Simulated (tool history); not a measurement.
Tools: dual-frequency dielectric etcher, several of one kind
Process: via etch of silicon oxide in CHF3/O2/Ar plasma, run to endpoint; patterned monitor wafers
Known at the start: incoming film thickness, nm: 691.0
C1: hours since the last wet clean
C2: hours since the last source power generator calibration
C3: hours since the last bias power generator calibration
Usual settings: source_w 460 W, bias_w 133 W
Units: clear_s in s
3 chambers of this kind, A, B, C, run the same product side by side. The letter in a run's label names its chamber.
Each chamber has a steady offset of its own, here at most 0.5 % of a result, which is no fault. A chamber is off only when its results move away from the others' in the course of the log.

run 1C day=0.517 | source_w=460 bias_w=133 | C1=141.9 C2=859.5 C3=2401.7 | clear_s=427.69
run 2A day=0.821 | source_w=460 bias_w=133 | C1=395.7 C2=2592.4 C3=1865.5 | clear_s=425.63
run 3B day=1.221 | source_w=460 bias_w=133 | C1=421.3 C2=1489.2 C3=1188.6 | clear_s=428.46
run 4C day=1.604 | source_w=460 bias_w=133 | C1=168 C2=885.6 C3=2427.8 | clear_s=425
-- day=1.788 chamber B: wet clean of the chamber
run 5A day=1.929 | source_w=460 bias_w=133 | C1=422.3 C2=2619 C3=1892.1 | clear_s=425.08
run 6B day=2.433 | source_w=460 bias_w=133 | C1=15.6 C2=1518.3 C3=1217.7 | clear_s=427.12
run 7A day=3.008 | source_w=460 bias_w=133 | C1=448.2 C2=2644.9 C3=1918 | clear_s=422.6
run 8C day=3.317 | source_w=370 bias_w=158 | C1=209.1 C2=926.7 C3=2468.9 | clear_s=439.55
run 9B day=3.804 | source_w=370 bias_w=158 | C1=48.5 C2=1551.2 C3=1250.6 | clear_s=439.85
run 10B day=4.217 | source_w=370 bias_w=158 | C1=58.4 C2=1561.1 C3=1260.5 | clear_s=439.43
run 11C day=4.696 | source_w=460 bias_w=133 | C1=242.2 C2=959.8 C3=2502 | clear_s=425.82
run 12A day=5.154 | source_w=460 bias_w=133 | C1=499.7 C2=2696.4 C3=1969.5 | clear_s=416.03
run 13A day=5.596 | source_w=460 bias_w=133 | C1=510.3 C2=2707 C3=1980.1 | clear_s=416.92
run 14B day=5.929 | source_w=460 bias_w=133 | C1=99.5 C2=1602.2 C3=1301.6 | clear_s=427.29
run 15C day=6.262 | source_w=460 bias_w=133 | C1=279.8 C2=997.4 C3=2539.6 | clear_s=425.1
run 16C day=6.767 | source_w=460 bias_w=133 | C1=291.9 C2=1009.5 C3=2551.7 | clear_s=424.42
run 17B day=7.071 | source_w=460 bias_w=133 | C1=126.9 C2=1629.6 C3=1329 | clear_s=429.14
run 18A day=7.638 | source_w=460 bias_w=133 | C1=559.3 C2=2756 C3=2029.1 | clear_s=411.09
run 19B day=8.058 | source_w=460 bias_w=133 | C1=150.6 C2=1653.3 C3=1352.7 | clear_s=426.12
run 20A day=8.583 | source_w=460 bias_w=120 | C1=582 C2=2778.7 C3=2051.8 | clear_s=423.76
run 21C day=9.1 | source_w=460 bias_w=120 | C1=347.9 C2=1065.5 C3=2607.7 | clear_s=440.9
run 22B day=9.458 | source_w=460 bias_w=120 | C1=184.2 C2=1686.9 C3=1386.3 | clear_s=442.96
run 23C day=9.962 | source_w=460 bias_w=133 | C1=368.6 C2=1086.2 C3=2628.4 | clear_s=425.27
run 24A day=10.25 | source_w=460 bias_w=133 | C1=622 C2=2818.7 C3=2091.8 | clear_s=403.83
run 25B day=10.642 | source_w=460 bias_w=133 | C1=212.6 C2=1715.3 C3=1414.7 | clear_s=430.47

Next, every chamber runs the same settings. What will each give?
run 26A day=11.062 | source_w=460 bias_w=103 | clear_s=?
run 26B day=11.062 | source_w=460 bias_w=103 | clear_s=?
run 26C day=11.062 | source_w=460 bias_w=103 | clear_s=?

run=26A clear_s=440.05
run=26B clear_s=464.54
run=26C clear_s=462.1

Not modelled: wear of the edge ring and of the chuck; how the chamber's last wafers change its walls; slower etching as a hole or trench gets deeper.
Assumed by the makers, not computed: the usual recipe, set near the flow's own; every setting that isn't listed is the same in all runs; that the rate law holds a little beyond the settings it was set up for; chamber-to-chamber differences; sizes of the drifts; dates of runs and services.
